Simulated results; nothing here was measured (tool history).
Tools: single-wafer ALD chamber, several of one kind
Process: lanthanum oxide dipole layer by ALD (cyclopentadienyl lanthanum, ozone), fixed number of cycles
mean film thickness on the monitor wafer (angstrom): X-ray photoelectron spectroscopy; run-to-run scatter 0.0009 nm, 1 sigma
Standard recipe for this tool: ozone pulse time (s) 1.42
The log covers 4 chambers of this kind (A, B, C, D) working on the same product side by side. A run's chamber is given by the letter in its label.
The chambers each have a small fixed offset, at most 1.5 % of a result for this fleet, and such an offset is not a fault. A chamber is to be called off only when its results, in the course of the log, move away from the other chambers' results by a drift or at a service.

| run | hour | ozone pulse time (s) | read-back reference wafer on the same gauge, thickness_nm | mean film thickness on the monitor wafer (angstrom) |
|---|---|---|---|---|
| 1C | 10.0 | 1.42 | 0.58098 | 5.4635 |
| 2D | 17.5 | 1.42 | 0.58057 | 5.4595 |
| 3A | 28.0 | 1.42 | 0.58043 | 5.3581 |
| 4B | 35.6 | 1.42 | 0.58000 | 5.3912 |
| 5C | 40.9 | 1.65 | 0.58048 | 5.6012 |
| 6D | 47.4 | 1.65 | 0.58002 | 5.5641 |
| 7B | 52.6 | 1.65 | 0.58000 | 5.5134 |
| 8A | 57.7 | 1.65 | 0.57989 | 5.4887 |
| 9B | 65.3 | 1.42 | 0.57977 | 5.3895 |
| 10C | 76.1 | 1.42 | 0.57987 | 5.4488 |
| 11D | 82.2 | 1.42 | 0.57934 | 5.4310 |
| 12A | 90.4 | 1.42 | 0.57964 | 5.3721 |
| 13C | 99.0 | 1.42 | 0.57909 | 5.4611 |
| 14B | 110.0 | 1.42 | 0.57915 | 5.3693 |
| 15A | 121.6 | 1.10 | 0.57878 | 5.0637 |
|  | 122.8 | chamber A: ozone generator serviced |
| 16D | 128.0 | 1.10 | 0.57865 | 5.1178 |
| 17D | 136.2 | 1.10 | 0.57826 | 5.1152 |
| 18C | 143.2 | 1.10 | 0.57819 | 5.1592 |
| 19B | 154.4 | 1.42 | 0.57821 | 5.3645 |
| 20A | 161.7 | 1.42 | 0.57805 | 5.3572 |
| 21D | 172.5 | 1.42 | 0.57780 | 5.4169 |
| 22A | 178.8 | 1.42 | 0.57775 | 5.3662 |
| 23C | 190.2 | 1.42 | 0.57755 | 5.4435 |
| 24B | 199.3 | 1.42 | 0.57758 | 5.3715 |
| 25A | 209.5 | 1.42 | 0.57718 | 5.3486 |

Next, every chamber runs the same settings. What will each give?
| 26A | 217.9 | 1.42 |  | ? |
| 26B | 217.9 | 1.42 |  | ? |
| 26C | 217.9 | 1.42 |  | ? |
| 26D | 217.9 | 1.42 |  | ? |

| run | mean film thickness on the monitor wafer (angstrom) |
|---|---|
| 26A | 5.3502 |
| 26B | 5.3845 |
| 26C | 5.4311 |
| 26D | 5.4172 |
